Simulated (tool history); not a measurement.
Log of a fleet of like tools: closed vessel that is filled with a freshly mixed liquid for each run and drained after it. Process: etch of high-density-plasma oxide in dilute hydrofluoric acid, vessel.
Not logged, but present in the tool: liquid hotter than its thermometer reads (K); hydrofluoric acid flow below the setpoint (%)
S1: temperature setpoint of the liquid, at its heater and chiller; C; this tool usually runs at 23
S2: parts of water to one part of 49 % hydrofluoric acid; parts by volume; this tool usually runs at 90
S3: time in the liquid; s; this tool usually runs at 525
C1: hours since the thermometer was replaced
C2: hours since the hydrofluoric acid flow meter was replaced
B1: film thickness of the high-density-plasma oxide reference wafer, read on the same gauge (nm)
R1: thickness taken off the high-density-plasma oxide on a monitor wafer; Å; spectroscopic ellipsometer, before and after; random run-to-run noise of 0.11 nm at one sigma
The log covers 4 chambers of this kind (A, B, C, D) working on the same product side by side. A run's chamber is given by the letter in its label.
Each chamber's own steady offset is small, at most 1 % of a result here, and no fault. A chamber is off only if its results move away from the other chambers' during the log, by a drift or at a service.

run 1C hour=6.2 | S1=23 S2=90 S3=525 | C1=797.4 C2=423.1 | B1=50.002 | R1=307.27
run 2B hour=14.3 | S1=23 S2=90 S3=525 | C1=664.2 C2=1314.4 | B1=50.049 | R1=307.57
run 3A hour=24.7 | S1=23 S2=90 S3=525 | C1=230.8 C2=2060.9 | B1=50.041 | R1=307.74
run 4D hour=32.6 | S1=23 S2=90 S3=525 | C1=736.8 C2=67.6 | B1=50.017 | R1=306.69
run 5B hour=37.4 | S1=23 S2=90 S3=525 | C1=687.3 C2=1337.5 | B1=50.043 | R1=306.77
run 6D hour=45.4 | S1=23 S2=90 S3=525 | C1=749.6 C2=80.4 | B1=49.966 | R1=306.64
run 7A hour=50.9 | S1=23 S2=90 S3=525 | C1=257.0 C2=2087.1 | B1=49.979 | R1=310.63
run 8C hour=56.9 | S1=23 S2=90 S3=525 | C1=848.1 C2=473.8 | B1=49.988 | R1=307.45
run 9D hour=63.6 | S1=23 S2=90 S3=525 | C1=767.8 C2=98.6 | B1=50.033 | R1=305.60
run 10C hour=73.5 | S1=23 S2=90 S3=525 | C1=864.7 C2=490.4 | B1=50.023 | R1=308.72
run 11B hour=78.1 | S1=23 S2=90 S3=525 | C1=728.0 C2=1378.2 | B1=49.981 | R1=307.46
-- hour=78.4 chamber B: hydrofluoric acid flow meter replaced
run 12A hour=83.1 | S1=23 S2=90 S3=525 | C1=289.2 C2=2119.3 | B1=49.989 | R1=309.95
run 13D hour=89.2 | S1=23 S2=90 S3=525 | C1=793.4 C2=124.2 | B1=50.033 | R1=306.82
run 14B hour=94.9 | S1=23 S2=90 S3=525 | C1=744.8 C2=16.6 | B1=49.980 | R1=309.05
run 15C hour=100.4 | S1=23 S2=90 S3=695 | C1=891.6 C2=517.3 | B1=49.959 | R1=406.58
run 16A hour=107.1 | S1=23 S2=90 S3=695 | C1=313.2 C2=2143.3 | B1=50.000 | R1=412.81
run 17D hour=117.4 | S1=23 S2=90 S3=695 | C1=821.6 C2=152.4 | B1=50.004 | R1=405.49
run 18C hour=125.0 | S1=23 S2=90 S3=695 | C1=916.2 C2=541.9 | B1=49.986 | R1=407.03
run 19A hour=131.2 | S1=23 S2=90 S3=525 | C1=337.3 C2=2167.4 | B1=49.967 | R1=314.56
run 20B hour=140.5 | S1=23 S2=90 S3=525 | C1=790.4 C2=62.2 | B1=50.001 | R1=306.01
run 21A hour=150.8 | S1=23 S2=90 S3=525 | C1=356.9 C2=2187.0 | B1=50.021 | R1=315.95
run 22B hour=159.3 | S1=23 S2=90 S3=525 | C1=809.2 C2=81.0 | B1=50.030 | R1=310.00
run 23D hour=167.7 | S1=23 S2=90 S3=525 | C1=871.9 C2=202.7 | B1=50.022 | R1=306.90
run 24C hour=176.1 | S1=23 S2=105 S3=525 | C1=967.3 C2=593.0 | B1=50.034 | R1=259.33
-- hour=176.8 chamber A: hydrofluoric acid flow meter replaced
run 25D hour=182.1 | S1=23 S2=105 S3=525 | C1=886.3 C2=217.1 | B1=50.030 | R1=257.36
run 26A hour=189.7 | S1=23 S2=105 S3=525 | C1=395.8 C2=12.9 | B1=50.016 | R1=266.63
run 27B hour=197.0 | S1=23 S2=105 S3=525 | C1=846.9 C2=118.7 | B1=49.955 | R1=260.42
run 28C hour=202.8 | S1=23 S2=90 S3=770 | C1=994.0 C2=619.7 | B1=49.998 | R1=451.61

All 4 chambers run these settings next. Forecast each chamber's results:
run 29A hour=210.4 | S1=27 S2=90 S3=525 | R1=?
run 29B hour=210.4 | S1=27 S2=90 S3=525 | R1=?
run 29C hour=210.4 | S1=27 S2=90 S3=525 | R1=?
run 29D hour=210.4 | S1=27 S2=90 S3=525 | R1=?

run=29A R1=375.38
run=29B R1=363.01
run=29C R1=360.59
run=29D R1=360.03
